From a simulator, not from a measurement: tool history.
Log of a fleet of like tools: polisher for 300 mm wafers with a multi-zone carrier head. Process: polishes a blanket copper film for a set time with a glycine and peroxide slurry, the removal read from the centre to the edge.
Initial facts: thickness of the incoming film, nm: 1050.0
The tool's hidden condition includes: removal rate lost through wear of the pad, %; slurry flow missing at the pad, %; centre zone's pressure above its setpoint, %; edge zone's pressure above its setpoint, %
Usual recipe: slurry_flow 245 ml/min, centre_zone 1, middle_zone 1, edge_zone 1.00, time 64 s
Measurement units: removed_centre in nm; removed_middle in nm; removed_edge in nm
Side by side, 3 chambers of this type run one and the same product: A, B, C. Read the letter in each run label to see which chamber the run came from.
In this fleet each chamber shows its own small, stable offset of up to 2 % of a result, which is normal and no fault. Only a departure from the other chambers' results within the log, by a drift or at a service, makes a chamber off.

| run | day | slurry_flow | centre_zone | middle_zone | edge_zone | time | wafers polished on this pad | hours since the slurry nozzle was cleaned | hours since the centre zone pressure was calibrated | hours since the edge zone pressure was calibrated | removed_centre | removed_middle | removed_edge |
|---|---|---|---|---|---|---|---|---|---|---|---|---|---|
| 1A | 0.367 | 245 | 1 | 1 | 1.00 | 64 | 768 | 474.3 | 621.2 | 107.0 | 303.44 | 306.37 | 308.92 |
| 2C | 0.671 | 245 | 1 | 1 | 1.00 | 64 | 225 | 179.9 | 236.9 | 25.9 | 299.09 | 301.55 | 302.99 |
| 3B | 0.879 | 245 | 1 | 1 | 1.00 | 64 | 977 | 401.2 | 286.5 | 323.6 | 307.50 | 307.41 | 299.79 |
| 4A | 1.125 | 245 | 1 | 1 | 1.00 | 64 | 920 | 492.5 | 639.4 | 125.2 | 302.22 | 304.90 | 305.33 |
| 5B | 1.325 | 245 | 1 | 1 | 1.00 | 64 | 1066 | 411.9 | 297.2 | 334.3 | 305.98 | 306.10 | 299.79 |
|  | 1.683 | chamber B: worn pad replaced by a new one |
| 6C | 1.725 | 245 | 1 | 1 | 1.00 | 64 | 437 | 205.2 | 262.2 | 51.2 | 304.41 | 293.76 | 302.30 |
| 7C | 2.017 | 245 | 1 | 1 | 1.00 | 64 | 495 | 212.2 | 269.2 | 58.2 | 302.95 | 298.87 | 303.97 |
| 8A | 2.338 | 245 | 1 | 1 | 1.00 | 64 | 1163 | 521.6 | 668.5 | 154.3 | 303.08 | 306.04 | 303.47 |
| 9B | 2.629 | 245 | 1 | 1 | 1.00 | 64 | 190 | 443.2 | 328.5 | 365.6 | 304.38 | 307.20 | 303.78 |
| 10C | 3.071 | 245 | 1 | 1 | 1.00 | 64 | 707 | 237.5 | 294.5 | 83.5 | 301.80 | 297.21 | 302.93 |
| 11B | 3.283 | 245 | 1 | 1 | 1.00 | 64 | 321 | 458.9 | 344.2 | 381.3 | 298.74 | 303.06 | 305.56 |
| 12A | 3.542 | 245 | 1 | 1 | 1.00 | 64 | 1404 | 550.5 | 697.4 | 183.2 | 298.32 | 297.53 | 302.47 |
|  | 3.558 | chamber C: slurry nozzle cleaned |
| 13B | 3.962 | 245 | 1 | 1 | 1.00 | 64 | 457 | 475.2 | 360.5 | 397.6 | 308.51 | 306.53 | 304.85 |
|  | 4.038 | chamber C: worn pad replaced by a new one |
| 14C | 4.204 | 245 | 1 | 1 | 1.00 | 64 | 33 | 15.5 | 321.7 | 110.7 | 305.95 | 295.89 | 305.26 |
|  | 4.242 | chamber B: centre zone pressure recalibrated |
| 15A | 4.558 | 245 | 1 | 1 | 1.00 | 64 | 1608 | 574.9 | 721.8 | 207.6 | 299.82 | 294.40 | 297.47 |
| 16C | 4.896 | 245 | 1 | 1 | 1.00 | 64 | 172 | 32.1 | 338.3 | 127.3 | 298.70 | 297.74 | 302.93 |
| 17A | 5.212 | 245 | 1 | 1 | 1.00 | 64 | 1740 | 590.6 | 737.5 | 223.3 | 295.88 | 293.31 | 298.71 |
| 18B | 5.662 | 245 | 1 | 1 | 1.00 | 64 | 798 | 516.0 | 34.2 | 438.4 | 297.55 | 310.55 | 301.06 |
| 19B | 5.888 | 245 | 1 | 1 | 1.00 | 64 | 843 | 521.4 | 39.6 | 443.8 | 303.09 | 303.72 | 301.02 |
| 20C | 6.150 | 245 | 1 | 1 | 1.00 | 64 | 424 | 62.2 | 368.4 | 157.4 | 304.09 | 295.89 | 304.61 |
| 21A | 6.367 | 245 | 1 | 1 | 1.00 | 64 | 1971 | 618.3 | 765.2 | 251.0 | 292.71 | 287.71 | 290.77 |
| 22A | 6.729 | 245 | 1 | 1 | 1.12 | 64 | 2044 | 627.0 | 773.9 | 259.7 | 292.93 | 284.47 | 308.77 |
| 23C | 7.175 | 245 | 1 | 1 | 1.12 | 64 | 629 | 86.8 | 393.0 | 182.0 | 297.50 | 298.14 | 321.93 |
|  | 7.192 | chamber B: worn pad replaced by a new one |
| 24B | 7.404 | 245 | 1 | 1 | 1.12 | 64 | 42 | 557.8 | 76.0 | 480.2 | 300.32 | 307.42 | 324.02 |
| 25B | 7.642 | 245 | 1 | 1 | 1.00 | 64 | 90 | 563.5 | 81.7 | 485.9 | 306.15 | 308.74 | 303.23 |
| 26A | 8.017 | 245 | 1 | 1 | 1.00 | 64 | 2302 | 657.9 | 804.8 | 290.6 | 286.20 | 281.07 | 287.63 |
|  | 8.092 | chamber B: slurry nozzle cleaned |
|  | 8.104 | chamber C: worn pad replaced by a new one |
| 27C | 8.233 | 245 | 1 | 1 | 1.00 | 64 | 26 | 112.2 | 418.4 | 207.4 | 301.44 | 299.39 | 304.02 |
| 28C | 8.504 | 245 | 1 | 1 | 1.00 | 64 | 80 | 118.7 | 424.9 | 213.9 | 301.42 | 298.84 | 306.46 |
| 29B | 8.775 | 245 | 1 | 1 | 1.00 | 64 | 317 | 16.4 | 108.9 | 513.1 | 305.33 | 307.63 | 303.13 |
|  | 8.988 | chamber A: slurry nozzle cleaned |
| 30A | 9.079 | 245 | 1 | 1 | 1.00 | 64 | 2515 | 2.3 | 830.3 | 316.1 | 282.06 | 281.42 | 283.03 |

For the next run the whole fleet of 3 chambers uses the same settings. Give each chamber's results:
| 31A | 9.412 | 245 | 1 | 1 | 1.00 | 64 |  |  |  |  | ? | ? | ? |
| 31B | 9.412 | 245 | 1 | 1 | 1.00 | 64 |  |  |  |  | ? | ? | ? |
| 31C | 9.412 | 245 | 1 | 1 | 1.00 | 64 |  |  |  |  | ? | ? | ? |

| run | removed_centre | removed_middle | removed_edge |
|---|---|---|---|
| 31A | 281.18 | 279.12 | 279.90 |
| 31B | 301.84 | 304.59 | 305.69 |
| 31C | 298.73 | 300.22 | 301.81 |
